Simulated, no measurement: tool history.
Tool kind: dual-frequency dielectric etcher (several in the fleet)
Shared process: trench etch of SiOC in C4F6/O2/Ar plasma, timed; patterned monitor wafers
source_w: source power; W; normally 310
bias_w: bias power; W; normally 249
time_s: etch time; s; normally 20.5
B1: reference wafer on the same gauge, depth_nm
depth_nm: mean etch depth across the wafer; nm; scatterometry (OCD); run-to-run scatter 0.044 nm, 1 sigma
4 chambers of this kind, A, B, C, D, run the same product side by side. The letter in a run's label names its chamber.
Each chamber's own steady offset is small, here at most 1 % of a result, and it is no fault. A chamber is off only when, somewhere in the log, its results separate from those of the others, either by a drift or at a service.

run 1B hour=11.8 | source_w=310 bias_w=249 time_s=20.5 | B1=49.988 | depth_nm=42.714
-- hour=22.9 chamber A: wet clean of the chamber
run 2D hour=25.9 | source_w=310 bias_w=249 time_s=20.5 | B1=49.994 | depth_nm=42.724
run 3A hour=33.7 | source_w=310 bias_w=249 time_s=20.5 | B1=49.991 | depth_nm=42.985
run 4C hour=42.8 | source_w=310 bias_w=249 time_s=20.5 | B1=49.996 | depth_nm=43.268
run 5D hour=49.3 | source_w=310 bias_w=249 time_s=20.5 | B1=49.973 | depth_nm=42.678
run 6A hour=59.6 | source_w=310 bias_w=249 time_s=20.5 | B1=49.973 | depth_nm=42.997
run 7C hour=72.6 | source_w=310 bias_w=249 time_s=20.5 | B1=49.958 | depth_nm=43.298
-- hour=74.3 chamber D: bias power generator calibrated
-- hour=74.8 chamber A: bias power generator calibrated
run 8B hour=86.4 | source_w=310 bias_w=249 time_s=20.5 | B1=49.963 | depth_nm=42.685
run 9A hour=96.4 | source_w=310 bias_w=249 time_s=20.5 | B1=49.962 | depth_nm=42.94
run 10C hour=102.8 | source_w=340 bias_w=274 time_s=20.5 | B1=49.956 | depth_nm=46.242
run 11D hour=114.6 | source_w=340 bias_w=274 time_s=20.5 | B1=49.947 | depth_nm=45.641
run 12B hour=125.4 | source_w=340 bias_w=274 time_s=20.5 | B1=49.941 | depth_nm=45.722
run 13A hour=138.3 | source_w=340 bias_w=274 time_s=20.5 | B1=49.942 | depth_nm=45.894
run 14C hour=145.2 | source_w=310 bias_w=249 time_s=20.5 | B1=49.93 | depth_nm=43.242
run 15D hour=151.4 | source_w=310 bias_w=249 time_s=20.5 | B1=49.925 | depth_nm=42.631
run 16B hour=163.5 | source_w=310 bias_w=249 time_s=20.5 | B1=49.936 | depth_nm=42.66
run 17A hour=173.4 | source_w=310 bias_w=249 time_s=20.5 | B1=49.927 | depth_nm=42.904
-- hour=182.7 chamber B: source power generator calibrated
run 18B hour=182.8 | source_w=310 bias_w=249 time_s=20.5 | B1=49.921 | depth_nm=42.642
run 19D hour=191.9 | source_w=310 bias_w=249 time_s=20.5 | B1=49.902 | depth_nm=42.615
run 20C hour=202.9 | source_w=310 bias_w=208 time_s=24.5 | B1=49.888 | depth_nm=48.621
run 21A hour=216.2 | source_w=310 bias_w=208 time_s=24.5 | B1=49.896 | depth_nm=48.223
run 22C hour=226.8 | source_w=310 bias_w=208 time_s=24.5 | B1=49.89 | depth_nm=48.655
run 23B hour=239.7 | source_w=310 bias_w=208 time_s=24.5 | B1=49.887 | depth_nm=47.986
run 24D hour=246.6 | source_w=240 bias_w=249 time_s=24.5 | B1=49.89 | depth_nm=46.33
run 25B hour=253.6 | source_w=240 bias_w=249 time_s=24.5 | B1=49.868 | depth_nm=46.282
run 26C hour=262.7 | source_w=240 bias_w=249 time_s=24.5 | B1=49.893 | depth_nm=46.88
-- hour=262.9 chamber A: source power generator calibrated
run 27A hour=274.1 | source_w=240 bias_w=249 time_s=24.5 | B1=49.879 | depth_nm=46.453
run 28D hour=281 | source_w=310 bias_w=249 time_s=20.5 | B1=49.865 | depth_nm=42.56
run 29C hour=294.2 | source_w=310 bias_w=249 time_s=20.5 | B1=49.872 | depth_nm=43.195
run 30A hour=305.7 | source_w=310 bias_w=249 time_s=20.5 | B1=49.862 | depth_nm=42.845
run 31B hour=312.4 | source_w=310 bias_w=249 time_s=20.5 | B1=49.852 | depth_nm=42.658
run 32D hour=319.1 | source_w=310 bias_w=249 time_s=20.5 | B1=49.848 | depth_nm=42.559
run 33D hour=325.4 | source_w=310 bias_w=249 time_s=20.5 | B1=49.851 | depth_nm=42.526
run 34B hour=333.7 | source_w=310 bias_w=225 time_s=25.5 | B1=49.828 | depth_nm=51.047
-- hour=335.5 chamber B: wet clean of the chamber
run 35C hour=346.3 | source_w=310 bias_w=225 time_s=25.5 | B1=49.834 | depth_nm=51.746
run 36A hour=359.9 | source_w=310 bias_w=225 time_s=25.5 | B1=49.824 | depth_nm=51.36
run 37C hour=366.9 | source_w=310 bias_w=225 time_s=25.5 | B1=49.832 | depth_nm=51.836
-- hour=376.9 chamber C: bias power generator calibrated
run 38A hour=377.7 | source_w=310 bias_w=249 time_s=20.5 | B1=49.827 | depth_nm=42.704
run 39B hour=385.6 | source_w=230 bias_w=249 time_s=17 | B1=49.823 | depth_nm=31.557
run 40D hour=396.5 | source_w=230 bias_w=249 time_s=17 | B1=49.824 | depth_nm=31.546
run 41C hour=406.9 | source_w=230 bias_w=249 time_s=17 | B1=49.802 | depth_nm=31.969
run 42D hour=420.9 | source_w=230 bias_w=249 time_s=17 | B1=49.811 | depth_nm=31.588
run 43B hour=427.7 | source_w=310 bias_w=249 time_s=20.5 | B1=49.783 | depth_nm=42.591
run 44A hour=438.9 | source_w=310 bias_w=249 time_s=20.5 | B1=49.799 | depth_nm=42.772

Each of the 4 chambers runs these same settings next. Fill in every chamber's results:
run 45A hour=448.9 | source_w=310 bias_w=197 time_s=20.5 | depth_nm=?
run 45B hour=448.9 | source_w=310 bias_w=197 time_s=20.5 | depth_nm=?
run 45C hour=448.9 | source_w=310 bias_w=197 time_s=20.5 | depth_nm=?
run 45D hour=448.9 | source_w=310 bias_w=197 time_s=20.5 | depth_nm=?

run=45A depth_nm=39.613
run=45B depth_nm=39.301
run=45C depth_nm=39.828
run=45D depth_nm=39.436
